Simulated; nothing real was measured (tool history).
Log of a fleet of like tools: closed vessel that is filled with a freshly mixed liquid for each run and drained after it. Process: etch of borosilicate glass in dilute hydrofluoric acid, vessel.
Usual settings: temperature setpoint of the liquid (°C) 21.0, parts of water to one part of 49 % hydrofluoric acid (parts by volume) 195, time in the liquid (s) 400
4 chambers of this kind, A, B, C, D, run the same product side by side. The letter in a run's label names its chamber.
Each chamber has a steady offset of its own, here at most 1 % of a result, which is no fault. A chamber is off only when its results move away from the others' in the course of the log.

run,hour,temperature setpoint of the liquid (°C),parts of water to one part of 49 % hydrofluoric acid (parts by volume),time in the liquid (s),"read-back film thickness of the borosilicate glass reference wafer, read on the same gauge (nm)",thickness taken off the borosilicate glass on a monitor wafer (angstrom)
1D,3.7,21.0,195,400,130.00,509.87
2A,8.3,21.0,195,400,130.03,516.97
3B,15.2,21.0,195,400,130.00,514.40
4C,20.1,21.0,195,400,129.97,509.28
5A,24.3,21.0,195,400,130.00,510.49
6D,32.2,21.0,195,400,130.01,506.76
7C,35.8,21.0,195,400,129.98,503.94
8B,42.8,21.0,195,400,130.00,514.55
9B,46.9,21.0,195,400,130.02,515.27
10D,52.0,21.0,195,480,130.00,611.35
11A,59.0,21.0,195,480,129.98,618.99
12C,66.3,21.0,195,480,129.99,609.46
13A,70.1,21.0,195,480,129.97,616.38
14C,78.0,21.0,195,400,130.05,511.23
15B,83.5,24.0,245,400,130.02,435.53
16D,91.1,24.0,245,400,129.99,428.73
17B,97.3,24.0,245,400,130.04,437.08
18D,103.5,24.0,245,400,130.00,431.72
19C,109.0,21.0,195,400,129.99,514.25
20A,116.2,21.0,195,400,130.01,515.83
21C,121.3,21.0,195,400,130.01,516.90
22D,128.7,21.0,195,400,129.99,508.39
23A,133.5,21.0,195,400,130.00,514.89
24B,137.2,24.0,195,325,129.99,468.78
25D,141.0,24.0,195,325,129.99,463.51
26C,147.8,24.0,195,325,129.99,474.76
27B,153.3,24.0,195,325,130.05,468.52
28A,157.3,21.0,195,400,129.97,513.19
29D,162.6,21.0,195,400,130.03,505.40
30A,168.1,21.0,195,400,130.02,512.56
31B,174.5,21.0,195,490,129.98,629.16
32C,182.6,21.0,195,490,129.97,641.82
33D,188.4,21.0,195,490,129.98,622.57
34A,195.9,21.0,195,490,130.01,631.41
35B,202.7,21.0,195,400,129.97,513.66
36C,209.1,21.0,195,400,129.98,524.24
37A,212.6,21.0,195,400,129.99,512.68
38C,220.1,21.0,195,400,130.02,527.71
39B,224.9,21.0,195,400,130.00,516.12

Next, every chamber runs the same settings. What will each give?
40A,230.6,25.5,195,400,,?
40B,230.6,25.5,195,400,,?
40C,230.6,25.5,195,400,,?
40D,230.6,25.5,195,400,,?

run,thickness taken off the borosilicate glass on a monitor wafer (angstrom)
40A,609.64
40B,606.66
40C,628.37
40D,602.81
